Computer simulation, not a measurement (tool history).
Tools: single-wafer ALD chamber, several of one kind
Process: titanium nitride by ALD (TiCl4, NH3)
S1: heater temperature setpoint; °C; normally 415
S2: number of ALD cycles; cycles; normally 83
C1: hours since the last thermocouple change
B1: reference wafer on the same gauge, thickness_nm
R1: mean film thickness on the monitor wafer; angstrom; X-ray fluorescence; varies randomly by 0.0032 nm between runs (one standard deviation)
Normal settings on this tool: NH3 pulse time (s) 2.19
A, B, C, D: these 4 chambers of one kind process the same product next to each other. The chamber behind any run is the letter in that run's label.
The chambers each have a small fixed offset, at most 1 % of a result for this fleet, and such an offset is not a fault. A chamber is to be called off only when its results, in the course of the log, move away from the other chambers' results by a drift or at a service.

{"run": "1A", "hour": 12.1, "S1": 415, "S2": 83, "NH3 pulse time (s)": 2.19, "C1": 231.4, "B1": 2.1804, "R1": 18.412}
{"run": "2C", "hour": 25.8, "S1": 415, "S2": 83, "NH3 pulse time (s)": 2.19, "C1": 1951.2, "B1": 2.1801, "R1": 18.344}
{"run": "3B", "hour": 37.6, "S1": 415, "S2": 83, "NH3 pulse time (s)": 2.19, "C1": 390.6, "B1": 2.1819, "R1": 18.429}
{"run": "4D", "hour": 45.5, "S1": 415, "S2": 83, "NH3 pulse time (s)": 2.19, "C1": 305.2, "B1": 2.1824, "R1": 18.323}
{"run": "5B", "hour": 53.7, "S1": 415, "S2": 83, "NH3 pulse time (s)": 2.19, "C1": 406.7, "B1": 2.1827, "R1": 18.452}
{"run": "6D", "hour": 60.3, "S1": 415, "S2": 83, "NH3 pulse time (s)": 2.19, "C1": 320.0, "B1": 2.1836, "R1": 18.318}
{"run": "7C", "hour": 67.3, "S1": 415, "S2": 83, "NH3 pulse time (s)": 2.19, "C1": 1992.7, "B1": 2.1823, "R1": 18.305}
{"run": "8A", "hour": 79.7, "S1": 415, "S2": 83, "NH3 pulse time (s)": 2.19, "C1": 299.0, "B1": 2.1839, "R1": 18.47}
{"run": "9B", "hour": 87.4, "S1": 415, "S2": 83, "NH3 pulse time (s)": 2.19, "C1": 440.4, "B1": 2.1833, "R1": 18.551}
{"run": "10A", "hour": 98.5, "S1": 415, "S2": 83, "NH3 pulse time (s)": 2.19, "C1": 317.8, "B1": 2.1853, "R1": 18.47}
{"run": "11C", "hour": 104.7, "S1": 415, "S2": 97, "NH3 pulse time (s)": 1.93, "C1": 2030.1, "B1": 2.1855, "R1": 21.356}
{"hour": 115.3, "done": "chamber C: thermocouple changed; heater temperature recalibrated"}
{"run": "12D", "hour": 117.3, "S1": 415, "S2": 97, "NH3 pulse time (s)": 1.93, "C1": 377.0, "B1": 2.1864, "R1": 21.422}
{"run": "13A", "hour": 123.7, "S1": 415, "S2": 97, "NH3 pulse time (s)": 1.93, "C1": 343.0, "B1": 2.1857, "R1": 21.459}
{"run": "14C", "hour": 132.4, "S1": 415, "S2": 97, "NH3 pulse time (s)": 1.93, "C1": 17.1, "B1": 2.1858, "R1": 21.428}
{"run": "15D", "hour": 141.0, "S1": 415, "S2": 83, "NH3 pulse time (s)": 2.19, "C1": 400.7, "B1": 2.1866, "R1": 18.383}
{"run": "16B", "hour": 150.5, "S1": 415, "S2": 83, "NH3 pulse time (s)": 2.19, "C1": 503.5, "B1": 2.1884, "R1": 18.482}
{"run": "17C", "hour": 158.6, "S1": 415, "S2": 83, "NH3 pulse time (s)": 2.19, "C1": 43.3, "B1": 2.1879, "R1": 18.409}
{"run": "18A", "hour": 168.0, "S1": 420, "S2": 83, "NH3 pulse time (s)": 2.98, "C1": 387.3, "B1": 2.1877, "R1": 18.539}
{"run": "19B", "hour": 174.6, "S1": 420, "S2": 83, "NH3 pulse time (s)": 2.98, "C1": 527.6, "B1": 2.1889, "R1": 18.681}
{"run": "20D", "hour": 186.6, "S1": 420, "S2": 83, "NH3 pulse time (s)": 2.98, "C1": 446.3, "B1": 2.1889, "R1": 18.664}
{"run": "21A", "hour": 193.0, "S1": 420, "S2": 83, "NH3 pulse time (s)": 2.98, "C1": 412.3, "B1": 2.1904, "R1": 18.634}
{"run": "22C", "hour": 202.5, "S1": 415, "S2": 83, "NH3 pulse time (s)": 2.19, "C1": 87.2, "B1": 2.1904, "R1": 18.387}
{"run": "23D", "hour": 214.2, "S1": 408, "S2": 91, "NH3 pulse time (s)": 2.19, "C1": 473.9, "B1": 2.1906, "R1": 20.149}
{"run": "24B", "hour": 221.3, "S1": 408, "S2": 91, "NH3 pulse time (s)": 2.19, "C1": 574.3, "B1": 2.1905, "R1": 20.314}
{"run": "25D", "hour": 228.6, "S1": 408, "S2": 91, "NH3 pulse time (s)": 2.19, "C1": 488.3, "B1": 2.1903, "R1": 20.239}
{"run": "26A", "hour": 240.4, "S1": 408, "S2": 91, "NH3 pulse time (s)": 2.19, "C1": 459.7, "B1": 2.1916, "R1": 20.232}
{"run": "27B", "hour": 248.0, "S1": 415, "S2": 83, "NH3 pulse time (s)": 2.19, "C1": 601.0, "B1": 2.1919, "R1": 18.52}
{"run": "28C", "hour": 261.6, "S1": 415, "S2": 83, "NH3 pulse time (s)": 2.19, "C1": 146.3, "B1": 2.1925, "R1": 18.425}
{"run": "29B", "hour": 275.3, "S1": 427, "S2": 83, "NH3 pulse time (s)": 3.03, "C1": 628.3, "B1": 2.1933, "R1": 18.697}
{"run": "30A", "hour": 284.9, "S1": 427, "S2": 83, "NH3 pulse time (s)": 3.03, "C1": 504.2, "B1": 2.1934, "R1": 18.695}
{"run": "31C", "hour": 298.5, "S1": 427, "S2": 83, "NH3 pulse time (s)": 3.03, "C1": 183.2, "B1": 2.1934, "R1": 18.626}
{"run": "32D", "hour": 306.5, "S1": 427, "S2": 83, "NH3 pulse time (s)": 3.03, "C1": 566.2, "B1": 2.1946, "R1": 18.664}

Does one chamber stand apart from the rest, does the shared gauge drift, or is all well apart from small per-chamber offsets? Give the chamber and the most likely cause, where there is one.

No chamber is off; the gauge reading every chamber's wafers drifts, which makes the whole fleet appear to move together.
What lies behind it: gauge reads high (%) = 0.708.

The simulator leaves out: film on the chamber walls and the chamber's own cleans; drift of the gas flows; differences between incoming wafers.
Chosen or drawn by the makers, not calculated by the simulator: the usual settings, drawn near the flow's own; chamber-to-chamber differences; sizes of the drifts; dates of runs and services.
